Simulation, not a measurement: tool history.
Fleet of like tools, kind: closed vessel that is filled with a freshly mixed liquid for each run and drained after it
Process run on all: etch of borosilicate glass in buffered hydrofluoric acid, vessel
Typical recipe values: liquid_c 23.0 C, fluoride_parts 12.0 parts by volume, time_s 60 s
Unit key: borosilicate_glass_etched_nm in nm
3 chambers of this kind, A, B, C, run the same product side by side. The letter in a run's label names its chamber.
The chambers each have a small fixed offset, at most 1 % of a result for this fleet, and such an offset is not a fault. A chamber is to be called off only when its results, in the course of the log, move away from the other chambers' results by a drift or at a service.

run	hour	liquid_c	fluoride_parts	time_s	read-back film thickness of the borosilicate glass reference wafer, read on the same gauge (nm)	borosilicate_glass_etched_nm
1A	11.9	23.0	12.0	60	90.026	58.754
2B	20.7	23.0	12.0	60	89.985	58.949
3C	31.3	23.0	12.0	60	90.001	58.806
4A	42.0	23.0	12.0	60	90.025	59.082
5C	56.3	23.0	12.0	60	90.023	59.440
6B	62.8	23.0	12.0	60	90.033	58.468
7C	69.5	20.5	12.0	60	89.992	50.864
8A	83.5	20.5	12.0	60	89.996	52.048
9B	93.8	20.5	12.0	60	89.991	50.356
10B	106.3	23.0	12.0	60	90.038	58.665
11C	117.8	23.0	12.0	60	89.993	58.558
12A	128.8	23.0	12.0	60	89.986	59.450
13B	137.1	23.0	12.0	60	89.992	58.633
14C	147.2	23.0	12.0	60	89.977	59.184
15A	158.2	23.0	12.0	60	90.025	59.201
16B	167.0	23.0	16.0	70	90.007	51.832
17C	174.9	23.0	16.0	70	90.042	50.026
18A	184.4	23.0	16.0	70	89.993	52.484
19A	198.5	23.0	12.0	60	89.988	59.554
20B	207.9	23.0	12.0	60	90.005	58.398
21C	214.3	23.0	12.0	60	89.988	57.666
22C	227.3	23.0	12.0	60	90.042	57.644
23B	240.7	23.0	12.0	60	90.044	58.634
24A	252.0	23.0	12.0	60	90.004	59.597
25C	258.8	23.0	12.0	60	90.018	57.003
# hour 259.2: chamber A: hydrofluoric acid flow meter replaced
26A	266.3	23.0	12.0	60	89.991	60.284
27B	276.8	23.0	12.0	35	90.031	34.524
28B	288.8	23.0	12.0	35	89.995	34.294
29A	295.5	23.0	12.0	35	90.009	35.518
30C	304.0	23.0	12.0	60	89.934	56.320
31A	310.4	23.0	12.0	60	89.998	59.703
# hour 315.2: chamber B: thermometer replaced
32B	323.1	23.0	12.0	60	89.988	58.994
33C	329.8	23.0	15.5	90	89.995	65.798
34C	344.1	23.0	15.5	90	89.967	65.567

All 3 chambers run these settings next. Forecast each chamber's results:
35A	354.6	23.0	12.0	80		?
35B	354.6	23.0	12.0	80		?
35C	354.6	23.0	12.0	80		?

run	borosilicate_glass_etched_nm
35A	80.302
35B	77.462
35C	74.299
